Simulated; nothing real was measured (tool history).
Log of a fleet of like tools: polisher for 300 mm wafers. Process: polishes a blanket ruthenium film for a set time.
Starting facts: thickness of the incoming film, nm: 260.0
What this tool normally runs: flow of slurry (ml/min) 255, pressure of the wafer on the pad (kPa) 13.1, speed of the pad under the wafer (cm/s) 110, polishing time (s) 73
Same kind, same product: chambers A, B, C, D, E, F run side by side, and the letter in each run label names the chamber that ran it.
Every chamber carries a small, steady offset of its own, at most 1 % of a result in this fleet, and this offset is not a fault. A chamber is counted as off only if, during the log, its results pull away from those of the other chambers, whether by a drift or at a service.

run   hour  flow of slurry (ml/min)  pressure of the wafer on the pad (kPa)  speed of the pad under the wafer (cm/s)  polishing time (s)  film removed (nm)
       0.7  -- chamber F: worn pad replaced by a new one
 1E    9.6                      255                                    13.1                                      110                  73              101.3
      10.9  -- chamber E: worn pad replaced by a new one
      14.5  -- chamber A: slurry nozzle cleaned
 2B   17.6                      255                                    13.1                                      110                  73             101.72
 3A   22.8                      255                                    13.1                                      110                  73             101.57
 4C   31.3                      255                                    13.1                                      110                  73             101.73
 5D   40.2                      255                                    13.1                                      110                  73             99.808
 6F   46.4                      255                                    13.1                                      110                  73             103.54
 7A   56.1                      255                                    13.1                                      110                  73             101.38
      56.6  -- chamber A: worn pad replaced by a new one
      64.9  -- chamber D: worn pad replaced by a new one
 8C   65.3                      210                                    13.1                                      132                  73             119.46
 9F   71.9                      210                                    13.1                                      132                  73             120.24
      73.2  -- chamber C: worn pad replaced by a new one
      73.7  -- chamber D: slurry nozzle cleaned
10D   78.6                      210                                    13.1                                      132                  73             116.84
11E   85.5                      210                                    13.1                                      132                  73             118.92
12B   95.7                      210                                    13.1                                      132                  73             117.57
13E  101.1                      210                                    13.1                                      132                  73             119.45
14D  111.1                      255                                    13.1                                      110                  73             100.18
     113.1  -- chamber A: head pressure recalibrated
15A    117                      255                                    13.1                                      110                  73              101.9
     119.8  -- chamber E: worn pad replaced by a new one
16F  123.7                      255                                    13.1                                      110                  73             102.74
17B  128.9                      255                                    13.1                                      110                  73             99.866
     135.4  -- chamber F: head pressure recalibrated
18C  139.1                      255                                    13.1                                      110                  73             102.98
19D    144                      255                                    13.1                                      110                  73             101.08
     150.2  -- chamber A: worn pad replaced by a new one
20F  152.6                      255                                    13.1                                      110                  73             102.27
     155.6  -- chamber D: worn pad replaced by a new one
21E  161.9                      255                                    13.1                                      110                  73             101.57
22C  170.5                      255                                    13.1                                      110                  73              101.1
23A  178.1                      255                                    16.5                                      110                  73             128.59
     180.3  -- chamber C: worn pad replaced by a new one
24B  183.7                      255                                    16.5                                      110                  73             126.11
     186.4  -- chamber F: worn pad replaced by a new one
25E  193.6                      255                                    16.5                                      110                  73              130.1
26C  203.9                      255                                    16.5                                      110                  73             128.37
27B  212.7                      255                                    16.5                                      110                  73             124.57
28F  220.3                      255                                    16.5                                      110                  73             128.53
29A  230.3                      255                                    13.1                                      110                  73             102.35
     233.6  -- chamber E: head pressure recalibrated
     236.7  -- chamber E: worn pad replaced by a new one
     238.3  -- chamber D: worn pad replaced by a new one
30D  240.3                      255                                    13.1                                      110                  73             101.28
31E  250.3                      255                                    16.5                                      110                  73             128.25
32C  257.6                      255                                    16.5                                      110                  73             126.96
     257.7  -- chamber A: worn pad replaced by a new one
33A  264.1                      255                                    16.5                                      110                  73             129.36
34D  271.8                      255                                    16.5                                      110                  73              127.5
     272.2  -- chamber C: worn pad replaced by a new one
35B  280.3                      255                                    16.5                                      110                  73             124.64
36F    288                      255                                    16.5                                      110                  73             129.28
37C  297.8                      255                                    13.1                                      110                  73             101.05
     302.4  -- chamber D: head pressure recalibrated
38A  305.5                      255                                    13.1                                      110                  73             101.26
39D    314                      255                                    13.1                                      110                  73             100.13
40F    322                      255                                    13.1                                      110                  73             102.14
41E    329                      255                                    13.1                                      110                  73             101.95

Which is it: a chamber that has drifted or been left off by a service, a gauge drift common to all chambers, or only each chamber's usual small offset? If a chamber is off, name it and its likeliest cause.

Little by little, chamber B moves away from the other chambers.
Cause: removal rate lost through wear of the pad, % = 4.23.
The log might look much the same if the cause were instead: slurry flow missing at the pad, %; head's pressure below its setpoint, %.

Chamber B could run next with any of the 4 candidate recipes listed below; each alters the usual settings, and their results appear as question marks. Which one brings its results back in line with what the other chambers deliver on the usual settings?
To be in line, a result may differ from the other chambers' mean on the usual settings by at most: film removed (nm) 2.4
42B-1  336.4                      255                                    13.8                                      114                  73                  ?
42B-2  336.4                      255                                    13.1                                      108                  71                  ?
42B-3  336.4                      255                                    12.4                                      110                  71                  ?
42B-4  336.4                      255                                    13.1                                      112                  75                  ?

Mean of the other chambers on the usual settings: film removed (nm) 101.34
  run  film removed (nm)
42B-1                106
42B-2             92.794
42B-3             89.438
42B-4              101.6
42B-4 brings the chamber back in line.
